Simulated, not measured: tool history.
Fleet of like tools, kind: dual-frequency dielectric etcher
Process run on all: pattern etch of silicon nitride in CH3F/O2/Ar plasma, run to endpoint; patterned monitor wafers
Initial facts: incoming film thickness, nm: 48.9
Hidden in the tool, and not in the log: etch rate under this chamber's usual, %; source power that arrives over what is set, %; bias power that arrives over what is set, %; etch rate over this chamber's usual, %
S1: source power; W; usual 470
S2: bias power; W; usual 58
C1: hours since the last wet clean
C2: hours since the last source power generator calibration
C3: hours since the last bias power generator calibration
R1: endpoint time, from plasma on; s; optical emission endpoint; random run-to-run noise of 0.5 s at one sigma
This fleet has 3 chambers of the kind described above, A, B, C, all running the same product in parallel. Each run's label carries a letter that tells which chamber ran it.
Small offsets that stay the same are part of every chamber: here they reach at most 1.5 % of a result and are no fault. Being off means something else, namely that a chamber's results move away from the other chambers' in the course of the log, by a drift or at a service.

| run | hour | S1 | S2 | C1 | C2 | C3 | R1 |
|---|---|---|---|---|---|---|---|
| 1C | 12 | 470 | 58 | 582.2 | 146.9 | 924.8 | 71.036 |
| 2A | 22.6 | 470 | 58 | 504.6 | 1919.6 | 3462.8 | 72.317 |
|  | 30.9 | chamber C: wet clean of the chamber |
| 3B | 34.8 | 470 | 58 | 69.3 | 1461.4 | 494.8 | 72.458 |
| 4B | 42.1 | 470 | 58 | 76.6 | 1468.7 | 502.1 | 72.352 |
| 5C | 48.1 | 470 | 58 | 17.3 | 183 | 960.9 | 70.058 |
| 6A | 58.9 | 470 | 58 | 540.9 | 1955.9 | 3499.1 | 71.366 |
| 7A | 71.4 | 470 | 58 | 553.4 | 1968.4 | 3511.6 | 71.676 |
| 8B | 83.7 | 470 | 51 | 118.2 | 1510.3 | 543.7 | 75.758 |
| 9C | 91.1 | 470 | 51 | 60.3 | 226 | 1003.9 | 73.979 |
| 10C | 96.9 | 470 | 51 | 66.1 | 231.8 | 1009.7 | 74.389 |
| 11A | 103.7 | 470 | 58 | 585.7 | 2000.7 | 3543.9 | 72.792 |
| 12B | 113.8 | 470 | 58 | 148.3 | 1540.4 | 573.8 | 72.327 |
| 13A | 126 | 470 | 58 | 608 | 2023 | 3566.2 | 72.801 |
| 14C | 135.4 | 470 | 58 | 104.6 | 270.3 | 1048.2 | 70.935 |
| 15B | 145.1 | 470 | 58 | 179.6 | 1571.7 | 605.1 | 72.129 |
|  | 152.2 | chamber A: wet clean of the chamber |
| 16C | 154.3 | 470 | 58 | 123.5 | 289.2 | 1067.1 | 72.091 |
| 17A | 162.2 | 580 | 58 | 10.1 | 2059.2 | 3602.4 | 67.664 |
| 18B | 172.7 | 580 | 58 | 207.2 | 1599.3 | 632.7 | 66.807 |
|  | 182.1 | chamber A: source power generator calibrated |
| 19C | 183.9 | 580 | 58 | 153.1 | 318.8 | 1096.7 | 65.327 |
| 20A | 190.8 | 470 | 58 | 38.7 | 8.7 | 3631 | 72.917 |
| 21B | 197.3 | 470 | 58 | 231.8 | 1623.9 | 657.3 | 72.003 |
| 22C | 209.3 | 470 | 58 | 178.5 | 344.2 | 1122.1 | 71.071 |
| 23B | 220.6 | 470 | 58 | 255.1 | 1647.2 | 680.6 | 71.519 |
| 24A | 227 | 470 | 58 | 74.9 | 44.9 | 3667.2 | 72.538 |
| 25B | 237.3 | 470 | 58 | 271.8 | 1663.9 | 697.3 | 71.1 |
| 26A | 243.1 | 470 | 58 | 91 | 61 | 3683.3 | 72.206 |
| 27C | 252.9 | 470 | 71 | 222.1 | 387.8 | 1165.7 | 66.495 |
| 28B | 264.4 | 470 | 71 | 298.9 | 1691 | 724.4 | 67.461 |
| 29C | 274.3 | 470 | 71 | 243.5 | 409.2 | 1187.1 | 66.219 |
| 30A | 283.7 | 520 | 65 | 131.6 | 101.6 | 3723.9 | 67.073 |
| 31C | 292 | 520 | 65 | 261.2 | 426.9 | 1204.8 | 65.702 |
| 32B | 303 | 520 | 65 | 337.5 | 1729.6 | 763 | 66.858 |
| 33A | 314.4 | 560 | 45 | 162.3 | 132.3 | 3754.6 | 71.97 |
| 34A | 322.4 | 560 | 45 | 170.3 | 140.3 | 3762.6 | 72.128 |
| 35C | 329.4 | 560 | 45 | 298.6 | 464.3 | 1242.2 | 71.79 |
| 36B | 336.1 | 470 | 58 | 370.6 | 1762.7 | 796.1 | 71.991 |
| 37A | 345.6 | 470 | 47 | 193.5 | 163.5 | 3785.8 | 76.501 |
| 38C | 354.6 | 470 | 47 | 323.8 | 489.5 | 1267.4 | 76.173 |
| 39B | 366.2 | 470 | 47 | 400.7 | 1792.8 | 826.2 | 75.804 |
| 40C | 372.4 | 470 | 45 | 341.6 | 507.3 | 1285.2 | 78.025 |

Decide between three cases: one chamber stands off from its peers, the gauge reading all wafers drifts, or nothing is wrong past each chamber's small offset. Where a chamber is off, say which and what most likely put it there.

Nothing is wrong: each chamber keeps only its own small, steady offset and the gauge holds still.
